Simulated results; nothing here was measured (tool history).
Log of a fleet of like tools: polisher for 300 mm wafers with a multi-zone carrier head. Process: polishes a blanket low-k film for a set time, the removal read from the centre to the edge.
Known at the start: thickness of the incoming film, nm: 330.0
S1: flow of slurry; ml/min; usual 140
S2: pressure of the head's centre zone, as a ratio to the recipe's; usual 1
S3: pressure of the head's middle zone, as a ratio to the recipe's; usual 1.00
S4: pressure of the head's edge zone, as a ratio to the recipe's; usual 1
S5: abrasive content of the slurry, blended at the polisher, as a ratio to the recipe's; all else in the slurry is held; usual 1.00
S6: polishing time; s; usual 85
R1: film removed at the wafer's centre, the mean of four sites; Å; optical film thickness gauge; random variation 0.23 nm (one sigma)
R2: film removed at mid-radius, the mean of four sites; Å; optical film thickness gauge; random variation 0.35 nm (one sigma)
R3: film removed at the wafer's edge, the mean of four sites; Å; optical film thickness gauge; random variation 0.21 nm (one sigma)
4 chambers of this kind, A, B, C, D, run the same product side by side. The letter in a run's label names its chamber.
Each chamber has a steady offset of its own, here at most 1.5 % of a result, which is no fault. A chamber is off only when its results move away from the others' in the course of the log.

run	hour	S1	S2	S3	S4	S5	S6	R1	R2	R3
1C	7.2	140	1	1.00	1	1.00	85	288.73	290.21	291.84
2B	13.3	140	1	1.00	1	1.00	85	291.09	298.83	292.66
3D	19.7	140	1	1.00	1	1.00	85	286.40	288.09	290.71
4A	26.8	140	1	1.00	1	1.00	85	291.20	292.90	295.19
5B	32.2	140	1	1.00	1	1.00	85	291.39	298.79	290.50
# hour 34.8: chamber D: worn pad replaced by a new one
# hour 35.1: chamber D: slurry nozzle cleaned
# hour 36.8: chamber C: worn pad replaced by a new one
6C	38.2	140	1	1.00	1	1.00	85	291.01	291.91	290.54
7A	41.9	105	1	1.00	1	0.75	85	234.51	237.52	244.42
# hour 45.2: chamber A: worn pad replaced by a new one
8D	46.3	105	1	1.00	1	0.75	85	234.87	238.75	241.54
# hour 48.7: chamber B: worn pad replaced by a new one
9D	54.2	105	1	1.00	1	0.75	85	235.60	238.92	245.01
10C	61.8	105	1	1.00	1	0.75	85	232.21	239.60	243.43
11B	66.5	140	1	1.00	1	1.00	85	291.25	296.42	290.85
12A	72.5	140	1	1.00	1	1.00	85	294.06	291.68	293.73
13C	77.2	140	1	1.00	1	1.00	85	287.43	295.00	291.45
14A	83.2	140	1	1.00	1	1.00	85	289.83	290.02	293.91
# hour 84.2: chamber D: worn pad replaced by a new one
# hour 88.4: chamber C: worn pad replaced by a new one
15B	90.0	140	1	1.00	1	1.00	85	293.56	293.96	290.51
# hour 94.7: chamber B: slurry nozzle cleaned
16D	97.4	140	1	1.07	1	1.30	85	327.19	353.83	323.31
17C	105.4	140	1	1.07	1	1.30	85	310.64	346.63	320.97
18D	112.9	140	1	1.07	1	1.30	85	326.83	349.21	325.19
# hour 113.0: chamber A: centre zone pressure recalibrated
19B	116.4	140	1	1.07	1	1.30	85	326.88	353.10	327.65
# hour 121.5: chamber A: worn pad replaced by a new one
20A	124.3	140	1	1.00	1	1.00	85	288.13	299.18	294.74
21D	128.5	140	1	1.00	1	1.00	85	294.10	297.31	285.45
# hour 131.7: chamber D: worn pad replaced by a new one
22C	133.5	140	1	1.00	1	1.00	85	276.58	292.20	290.62
# hour 138.1: chamber B: worn pad replaced by a new one
# hour 141.4: chamber C: worn pad replaced by a new one
23A	141.4	140	1	1.00	1	1.00	85	289.01	293.19	293.31
24B	146.2	140	1	1.00	1	1.00	85	291.45	288.58	292.62
25D	151.9	140	1	1.00	1	1.00	102	348.38	348.39	352.76
26B	158.8	140	1	1.00	1	1.00	102	351.82	353.82	351.16
27C	162.2	140	1	1.00	1	1.00	102	319.57	355.48	347.99
28A	169.3	140	1	1.00	1	1.00	102	347.71	361.78	354.06
29A	176.2	140	1	1.00	1	1.00	85	291.84	290.54	292.88
30B	183.1	140	1	1.00	1	1.00	85	295.17	295.60	291.12
# hour 186.3: chamber D: worn pad replaced by a new one
31D	187.0	140	1	1.00	1	1.00	85	289.93	288.63	287.87
32C	192.1	140	1	1.00	1	1.00	85	267.27	297.56	293.78
# hour 194.4: chamber C: worn pad replaced by a new one
# hour 196.5: chamber A: worn pad replaced by a new one
33D	198.3	140	1	1.00	1	1.00	85	289.45	286.46	286.15
34C	205.1	140	1	1.00	1	1.00	85	263.96	291.43	291.42
35A	209.5	140	1	1.00	1	1.00	85	288.72	288.50	289.23
36B	215.4	140	1	1.00	1	1.00	85	290.02	295.53	292.25
37D	221.1	140	1	1.00	1	1.00	85	291.92	289.97	294.80
38B	227.1	140	1	1.00	1	1.00	85	293.66	296.03	290.82

Is one chamber off against the others, does the gauge drift, or is nothing wrong? If a chamber is off, say which, and what the likeliest cause is.

Chamber C drifts away from the others.
Cause: centre zone's pressure below its setpoint, % = 9.79.

Here are 4 candidates for chamber C's next run, each the usual settings with a change, their results left as question marks. Which one brings its results back in line with what the others give on the usual settings?
In line means no further than this from the other chambers' mean on the usual settings: R1 7.90 Å; R2 12.00 Å; R3 7.30 Å
39C-1	232.9	150	1.09	0.98	0.97	1.00	86	?	?	?
39C-2	232.9	130	0.91	1.01	1.03	1.00	85	?	?	?
39C-3	232.9	155	1.17	0.97	0.94	1.00	87	?	?	?
39C-4	232.9	130	0.85	1.03	1.05	1.00	84	?	?	?

The other chambers' mean on the usual settings: R1 291.47 Å; R2 294.13 Å; R3 291.96 Å
run	R1	R2	R3
39C-1	291.43	294.84	294.26
39C-2	228.51	291.15	293.77
39C-3	320.63	297.22	294.31
39C-4	209.28	292.96	293.18
39C-1 brings the chamber back in line.

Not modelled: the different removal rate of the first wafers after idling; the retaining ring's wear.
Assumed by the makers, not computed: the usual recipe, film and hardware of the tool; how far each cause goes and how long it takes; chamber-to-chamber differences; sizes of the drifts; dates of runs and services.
